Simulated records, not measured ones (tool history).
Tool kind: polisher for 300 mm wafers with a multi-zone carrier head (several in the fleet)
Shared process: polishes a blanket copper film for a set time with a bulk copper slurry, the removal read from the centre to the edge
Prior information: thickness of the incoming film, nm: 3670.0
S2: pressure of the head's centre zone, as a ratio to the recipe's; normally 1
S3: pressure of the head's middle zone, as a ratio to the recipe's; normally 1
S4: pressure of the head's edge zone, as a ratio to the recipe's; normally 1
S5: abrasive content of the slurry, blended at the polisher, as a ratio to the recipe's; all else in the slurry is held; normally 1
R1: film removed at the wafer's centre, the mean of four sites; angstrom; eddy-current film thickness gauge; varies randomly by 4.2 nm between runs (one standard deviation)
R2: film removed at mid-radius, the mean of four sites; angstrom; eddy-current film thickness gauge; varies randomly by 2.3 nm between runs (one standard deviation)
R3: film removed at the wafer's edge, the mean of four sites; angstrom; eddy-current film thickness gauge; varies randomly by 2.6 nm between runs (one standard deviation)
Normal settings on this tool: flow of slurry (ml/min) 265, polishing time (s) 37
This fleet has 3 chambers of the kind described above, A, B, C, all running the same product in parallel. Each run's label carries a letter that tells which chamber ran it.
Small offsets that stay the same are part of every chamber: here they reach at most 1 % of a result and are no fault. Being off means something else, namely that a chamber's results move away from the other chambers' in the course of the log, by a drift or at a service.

Run 1B, hour 3: usual settings. Result: R1 3405.7 angstrom, R2 3389.3 angstrom, R3 3377.1 angstrom.
At hour 8.2: chamber B: slurry nozzle cleaned.
Run 2C, hour 8.6: usual settings. Result: R1 3436.1 angstrom, R2 3390.8 angstrom, R3 3377.2 angstrom.
Run 3A, hour 12.4: usual settings. Result: R1 3339.1 angstrom, R2 3351.4 angstrom, R3 3368.5 angstrom.
Run 4A, hour 17.3: usual settings. Result: R1 3445.6 angstrom, R2 3368.2 angstrom, R3 3362.1 angstrom.
Run 5C, hour 20.3: usual settings. Result: R1 3343.7 angstrom, R2 3372.5 angstrom, R3 3343.5 angstrom.
Run 6B, hour 24.1: usual settings. Result: R1 3456 angstrom, R2 3400.4 angstrom, R3 3442.2 angstrom.
Run 7C, hour 27.6: usual settings. Result: R1 3368.4 angstrom, R2 3372.6 angstrom, R3 3395.9 angstrom.
Run 8B, hour 32.1: usual settings. Result: R1 3414.4 angstrom, R2 3360 angstrom, R3 3368.3 angstrom.
Run 9A, hour 35.9: usual settings. Result: R1 3340.2 angstrom, R2 3340.8 angstrom, R3 3411.3 angstrom.
Run 10C, hour 39.3: usual settings. Result: R1 3376.1 angstrom, R2 3400.7 angstrom, R3 3408.4 angstrom.
At hour 42.9: chamber C: worn pad replaced by a new one.
Run 11B, hour 45.3: usual settings. Result: R1 3394.5 angstrom, R2 3368.8 angstrom, R3 3324.6 angstrom.
Run 12A, hour 51.3: usual settings but S4 0.91, polishing time (s) 25. Result: R1 2287.4 angstrom, R2 2272.9 angstrom, R3 2174.6 angstrom.
At hour 52.3: chamber A: worn pad replaced by a new one.
At hour 54.3: chamber A: centre zone pressure recalibrated.
Run 13A, hour 55.2: usual settings but S4 0.91, polishing time (s) 25. Result: R1 2284.5 angstrom, R2 2263.1 angstrom, R3 2219.1 angstrom.
Run 14B, hour 58.5: usual settings but S4 0.91, polishing time (s) 25. Result: R1 2308.2 angstrom, R2 2271.5 angstrom, R3 2156.7 angstrom.
Run 15C, hour 61.5: usual settings. Result: R1 3345.8 angstrom, R2 3359.1 angstrom, R3 3437.9 angstrom.
Run 16B, hour 65.9: usual settings but S4 1.11. Result: R1 3454.3 angstrom, R2 3360.6 angstrom, R3 3596.8 angstrom.
At hour 69.7: chamber B: worn pad replaced by a new one.
Run 17C, hour 70.4: usual settings but S4 1.11. Result: R1 3381.9 angstrom, R2 3365.5 angstrom, R3 3589.1 angstrom.
At hour 72.6: chamber B: centre zone pressure recalibrated.
Run 18A, hour 76.3: usual settings but S4 1.11. Result: R1 3302.6 angstrom, R2 3390.6 angstrom, R3 3538.6 angstrom.
Run 19C, hour 82.7: usual settings but flow of slurry (ml/min) 325, polishing time (s) 33. Result: R1 3087.9 angstrom, R2 3055.1 angstrom, R3 3080.2 angstrom.
Run 20B, hour 89: usual settings but flow of slurry (ml/min) 325, polishing time (s) 33. Result: R1 3065.8 angstrom, R2 3068.8 angstrom, R3 3019 angstrom.
Run 21A, hour 93.8: usual settings but flow of slurry (ml/min) 325, polishing time (s) 33. Result: R1 3101.1 angstrom, R2 3029.6 angstrom, R3 3068.8 angstrom.
Run 22C, hour 98.8: usual settings. Result: R1 3397.1 angstrom, R2 3361.7 angstrom, R3 3383.9 angstrom.
At hour 101.5: chamber C: worn pad replaced by a new one.
Run 23B, hour 104.7: usual settings. Result: R1 3357.6 angstrom, R2 3360.5 angstrom, R3 3372.1 angstrom.
Run 24A, hour 108.9: usual settings. Result: R1 3408.8 angstrom, R2 3352 angstrom, R3 3355.2 angstrom.
Run 25C, hour 113.7: usual settings. Result: R1 3372.6 angstrom, R2 3375.3 angstrom, R3 3390.7 angstrom.

Decide between three cases: one chamber stands off from its peers, the gauge reading all wafers drifts, or nothing is wrong past each chamber's small offset. Where a chamber is off, say which and what most likely put it there.

Beyond each chamber's small constant offset nothing stands out, and the gauge stays steady.
